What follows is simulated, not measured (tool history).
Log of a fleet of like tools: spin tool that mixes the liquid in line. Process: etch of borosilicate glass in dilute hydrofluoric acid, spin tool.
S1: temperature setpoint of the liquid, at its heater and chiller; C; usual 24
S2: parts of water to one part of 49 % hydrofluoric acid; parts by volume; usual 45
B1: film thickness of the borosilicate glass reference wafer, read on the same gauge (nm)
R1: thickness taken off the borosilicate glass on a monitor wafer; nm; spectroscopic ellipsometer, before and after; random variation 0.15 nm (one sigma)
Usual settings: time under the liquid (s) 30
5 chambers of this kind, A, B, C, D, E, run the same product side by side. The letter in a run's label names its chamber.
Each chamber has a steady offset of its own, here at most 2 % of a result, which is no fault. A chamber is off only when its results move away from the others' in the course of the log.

run 1C hour=5.9 | S1=24 S2=45 time_under_the_liquid_(s)=30 | B1=60.025 | R1=21.763
run 2E hour=14.7 | S1=24 S2=45 time_under_the_liquid_(s)=30 | B1=59.975 | R1=21.705
run 3A hour=25.6 | S1=24 S2=45 time_under_the_liquid_(s)=30 | B1=59.995 | R1=21.833
run 4D hour=37 | S1=24 S2=45 time_under_the_liquid_(s)=30 | B1=60.025 | R1=22.539
-- hour=41.9 chamber D: hydrofluoric acid flow meter replaced
run 5B hour=45.4 | S1=24 S2=45 time_under_the_liquid_(s)=30 | B1=59.984 | R1=22.037
run 6D hour=56.5 | S1=24 S2=45 time_under_the_liquid_(s)=30 | B1=60.013 | R1=22.426
run 7E hour=65.1 | S1=24 S2=45 time_under_the_liquid_(s)=30 | B1=59.996 | R1=21.852
run 8A hour=73.7 | S1=24 S2=45 time_under_the_liquid_(s)=30 | B1=59.99 | R1=21.983
-- hour=74.2 chamber A: hydrofluoric acid flow meter replaced
-- hour=83.3 chamber C: thermometer replaced
run 9C hour=85.5 | S1=24 S2=45 time_under_the_liquid_(s)=30 | B1=60.004 | R1=21.8
run 10B hour=97.1 | S1=24 S2=45 time_under_the_liquid_(s)=30 | B1=60.015 | R1=22.099
run 11D hour=105.4 | S1=20 S2=45 time_under_the_liquid_(s)=30 | B1=60.011 | R1=18.746
run 12B hour=111.8 | S1=20 S2=45 time_under_the_liquid_(s)=30 | B1=59.989 | R1=18.627
run 13A hour=122.7 | S1=20 S2=45 time_under_the_liquid_(s)=30 | B1=60.01 | R1=18.714
run 14C hour=129.1 | S1=20 S2=45 time_under_the_liquid_(s)=30 | B1=60.012 | R1=18.44
run 15E hour=136.6 | S1=20 S2=45 time_under_the_liquid_(s)=30 | B1=59.981 | R1=18.403
run 16D hour=143.2 | S1=24 S2=45 time_under_the_liquid_(s)=30 | B1=59.985 | R1=22.228
run 17C hour=152.4 | S1=24 S2=45 time_under_the_liquid_(s)=30 | B1=59.967 | R1=21.685
run 18A hour=162.1 | S1=24 S2=45 time_under_the_liquid_(s)=40 | B1=60.024 | R1=29.475
run 19E hour=171.7 | S1=24 S2=45 time_under_the_liquid_(s)=40 | B1=59.986 | R1=28.706
run 20B hour=181.9 | S1=24 S2=45 time_under_the_liquid_(s)=40 | B1=59.966 | R1=28.575
run 21B hour=193.6 | S1=24 S2=45 time_under_the_liquid_(s)=40 | B1=60.006 | R1=28.741
run 22A hour=200.5 | S1=24 S2=45 time_under_the_liquid_(s)=40 | B1=60.021 | R1=29.323
run 23C hour=207.8 | S1=24 S2=45 time_under_the_liquid_(s)=30 | B1=60.003 | R1=21.793
run 24D hour=217.2 | S1=24 S2=45 time_under_the_liquid_(s)=30 | B1=59.99 | R1=22.247
run 25E hour=225.1 | S1=24 S2=45 time_under_the_liquid_(s)=30 | B1=60.01 | R1=21.835
run 26B hour=234.1 | S1=24 S2=45 time_under_the_liquid_(s)=30 | B1=59.991 | R1=21.201
run 27A hour=241.6 | S1=24 S2=45 time_under_the_liquid_(s)=30 | B1=60.018 | R1=21.988
run 28E hour=249.1 | S1=24 S2=45 time_under_the_liquid_(s)=30 | B1=59.989 | R1=21.49
run 29D hour=257.8 | S1=24 S2=45 time_under_the_liquid_(s)=30 | B1=60.024 | R1=22.58
run 30C hour=266.8 | S1=24 S2=45 time_under_the_liquid_(s)=30 | B1=60.008 | R1=22.16

What goes on in this fleet: one chamber off, a drifting gauge, or nothing beyond the chambers' own small offsets? Name the chamber and the cause, if any.

Chamber B drifts away from the others.
Cause: hydrofluoric acid flow below the setpoint (%) = 4.63.
The log may not tell that from: liquid colder than its thermometer reads (K).

Here are 4 candidates for chamber B's next run, each the usual settings with a change, their results left as question marks. Which one brings its results back in line with what the others give on the usual settings?
In line means no further than this from the other chambers' mean on the usual settings: R1 0.51 nm
run 31B-1 hour=275.3 | S1=23 S2=45 time_under_the_liquid_(s)=30 | R1=?
run 31B-2 hour=275.3 | S1=25 S2=45 time_under_the_liquid_(s)=30 | R1=?
run 31B-3 hour=275.3 | S1=26 S2=45 time_under_the_liquid_(s)=30 | R1=?
run 31B-4 hour=275.3 | S1=22 S2=45 time_under_the_liquid_(s)=30 | R1=?

The other chambers' mean on the usual settings: R1 21.962 nm
run=31B-1 R1=19.955
run=31B-2 R1=21.696
run=31B-3 R1=22.606
run=31B-4 R1=19.124
31B-2 brings the chamber back in line.
